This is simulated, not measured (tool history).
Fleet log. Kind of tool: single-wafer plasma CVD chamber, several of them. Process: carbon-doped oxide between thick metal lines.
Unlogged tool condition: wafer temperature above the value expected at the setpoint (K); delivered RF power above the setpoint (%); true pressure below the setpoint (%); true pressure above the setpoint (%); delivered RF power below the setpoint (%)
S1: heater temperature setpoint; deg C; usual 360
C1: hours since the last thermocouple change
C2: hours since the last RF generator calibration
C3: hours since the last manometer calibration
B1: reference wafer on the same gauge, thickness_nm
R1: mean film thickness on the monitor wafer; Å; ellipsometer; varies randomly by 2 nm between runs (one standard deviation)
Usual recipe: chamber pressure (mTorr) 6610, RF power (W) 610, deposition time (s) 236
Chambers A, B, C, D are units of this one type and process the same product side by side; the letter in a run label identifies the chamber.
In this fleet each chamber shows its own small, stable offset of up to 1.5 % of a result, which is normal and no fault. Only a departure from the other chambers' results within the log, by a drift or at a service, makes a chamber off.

run 1B hour=10.5 | S1=360 chamber_pressure_(mTorr)=6610 RF_power_(W)=610 deposition_time_(s)=236 | C1=1247.2 C2=753.5 C3=39.0 | B1=1570.7 | R1=13519
run 2A hour=22.5 | S1=360 chamber_pressure_(mTorr)=6610 RF_power_(W)=610 deposition_time_(s)=236 | C1=727.9 C2=1452.5 C3=311.3 | B1=1570.1 | R1=13477
run 3D hour=35.5 | S1=360 chamber_pressure_(mTorr)=6610 RF_power_(W)=610 deposition_time_(s)=236 | C1=398.8 C2=2087.7 C3=676.6 | B1=1571.2 | R1=13597
run 4C hour=46.8 | S1=360 chamber_pressure_(mTorr)=6610 RF_power_(W)=610 deposition_time_(s)=236 | C1=653.5 C2=1032.2 C3=1913.8 | B1=1572.1 | R1=13725
-- hour=50.5 chamber A: RF generator calibrated
run 5D hour=56.1 | S1=360 chamber_pressure_(mTorr)=6610 RF_power_(W)=610 deposition_time_(s)=236 | C1=419.4 C2=2108.3 C3=697.2 | B1=1572.1 | R1=13626
run 6A hour=66.7 | S1=360 chamber_pressure_(mTorr)=6610 RF_power_(W)=610 deposition_time_(s)=236 | C1=772.1 C2=16.2 C3=355.5 | B1=1572.7 | R1=13534
run 7B hour=79.5 | S1=360 chamber_pressure_(mTorr)=6610 RF_power_(W)=610 deposition_time_(s)=236 | C1=1316.2 C2=822.5 C3=108.0 | B1=1573.4 | R1=13572
run 8C hour=88.8 | S1=360 chamber_pressure_(mTorr)=6610 RF_power_(W)=610 deposition_time_(s)=236 | C1=695.5 C2=1074.2 C3=1955.8 | B1=1573.9 | R1=13761
run 9A hour=96.8 | S1=360 chamber_pressure_(mTorr)=6610 RF_power_(W)=610 deposition_time_(s)=236 | C1=802.2 C2=46.3 C3=385.6 | B1=1572.8 | R1=13541
run 10D hour=108.2 | S1=360 chamber_pressure_(mTorr)=6610 RF_power_(W)=610 deposition_time_(s)=236 | C1=471.5 C2=2160.4 C3=749.3 | B1=1573.5 | R1=13644
run 11B hour=115.2 | S1=360 chamber_pressure_(mTorr)=6610 RF_power_(W)=610 deposition_time_(s)=236 | C1=1351.9 C2=858.2 C3=143.7 | B1=1573.9 | R1=13588
-- hour=122.1 chamber C: capacitance manometer re-zeroed and calibrated
run 12C hour=124.9 | S1=360 chamber_pressure_(mTorr)=6610 RF_power_(W)=540 deposition_time_(s)=236 | C1=731.6 C2=1110.3 C3=2.9 | B1=1574.8 | R1=12866
run 13C hour=136.9 | S1=360 chamber_pressure_(mTorr)=6610 RF_power_(W)=540 deposition_time_(s)=236 | C1=743.6 C2=1122.3 C3=14.9 | B1=1575.5 | R1=12810
run 14D hour=143.2 | S1=360 chamber_pressure_(mTorr)=6610 RF_power_(W)=540 deposition_time_(s)=236 | C1=506.5 C2=2195.4 C3=784.3 | B1=1574.8 | R1=12705
run 15B hour=152.8 | S1=360 chamber_pressure_(mTorr)=6610 RF_power_(W)=540 deposition_time_(s)=236 | C1=1389.5 C2=895.8 C3=181.3 | B1=1576.0 | R1=12644
run 16A hour=161.1 | S1=374 chamber_pressure_(mTorr)=6610 RF_power_(W)=610 deposition_time_(s)=236 | C1=866.5 C2=110.6 C3=449.9 | B1=1575.7 | R1=13151
run 17A hour=170.3 | S1=374 chamber_pressure_(mTorr)=6610 RF_power_(W)=610 deposition_time_(s)=236 | C1=875.7 C2=119.8 C3=459.1 | B1=1576.7 | R1=13133
run 18B hour=180.0 | S1=374 chamber_pressure_(mTorr)=6610 RF_power_(W)=610 deposition_time_(s)=236 | C1=1416.7 C2=923.0 C3=208.5 | B1=1576.3 | R1=13164
run 19D hour=191.4 | S1=374 chamber_pressure_(mTorr)=6610 RF_power_(W)=610 deposition_time_(s)=236 | C1=554.7 C2=2243.6 C3=832.5 | B1=1576.1 | R1=13261
-- hour=192.4 chamber C: thermocouple changed; heater temperature recalibrated
-- hour=197.2 chamber D: RF generator calibrated
run 20C hour=202.6 | S1=360 chamber_pressure_(mTorr)=6610 RF_power_(W)=610 deposition_time_(s)=236 | C1=10.2 C2=1188.0 C3=80.6 | B1=1578.3 | R1=13758
-- hour=204.6 chamber C: RF generator calibrated
run 21B hour=210.4 | S1=360 chamber_pressure_(mTorr)=6610 RF_power_(W)=610 deposition_time_(s)=236 | C1=1447.1 C2=953.4 C3=238.9 | B1=1577.6 | R1=13615
run 22C hour=222.5 | S1=360 chamber_pressure_(mTorr)=6610 RF_power_(W)=570 deposition_time_(s)=202 | C1=30.1 C2=17.9 C3=100.5 | B1=1578.8 | R1=11345
run 23D hour=230.5 | S1=360 chamber_pressure_(mTorr)=6610 RF_power_(W)=570 deposition_time_(s)=202 | C1=593.8 C2=33.4 C3=871.6 | B1=1578.5 | R1=11259
run 24A hour=241.5 | S1=360 chamber_pressure_(mTorr)=6610 RF_power_(W)=570 deposition_time_(s)=202 | C1=946.9 C2=191.0 C3=530.3 | B1=1578.5 | R1=11164
run 25A hour=247.2 | S1=360 chamber_pressure_(mTorr)=6610 RF_power_(W)=570 deposition_time_(s)=202 | C1=952.6 C2=196.7 C3=536.0 | B1=1578.3 | R1=11167
run 26C hour=254.3 | S1=360 chamber_pressure_(mTorr)=6610 RF_power_(W)=610 deposition_time_(s)=236 | C1=61.9 C2=49.7 C3=132.3 | B1=1579.4 | R1=13807
-- hour=258.4 chamber D: capacitance manometer re-zeroed and calibrated
run 27D hour=262.8 | S1=360 chamber_pressure_(mTorr)=6610 RF_power_(W)=610 deposition_time_(s)=236 | C1=626.1 C2=65.7 C3=4.4 | B1=1579.8 | R1=13720

All chambers now run identical settings, listed one chamber a line with results as question marks. What results will each chamber show?
run 28A hour=272.2 | S1=360 chamber_pressure_(mTorr)=6610 RF_power_(W)=610 deposition_time_(s)=236 | R1=?
run 28B hour=272.2 | S1=360 chamber_pressure_(mTorr)=6610 RF_power_(W)=610 deposition_time_(s)=236 | R1=?
run 28C hour=272.2 | S1=360 chamber_pressure_(mTorr)=6610 RF_power_(W)=610 deposition_time_(s)=236 | R1=?
run 28D hour=272.2 | S1=360 chamber_pressure_(mTorr)=6610 RF_power_(W)=610 deposition_time_(s)=236 | R1=?

run=28A R1=13587
run=28B R1=13572
run=28C R1=13817
run=28D R1=13686

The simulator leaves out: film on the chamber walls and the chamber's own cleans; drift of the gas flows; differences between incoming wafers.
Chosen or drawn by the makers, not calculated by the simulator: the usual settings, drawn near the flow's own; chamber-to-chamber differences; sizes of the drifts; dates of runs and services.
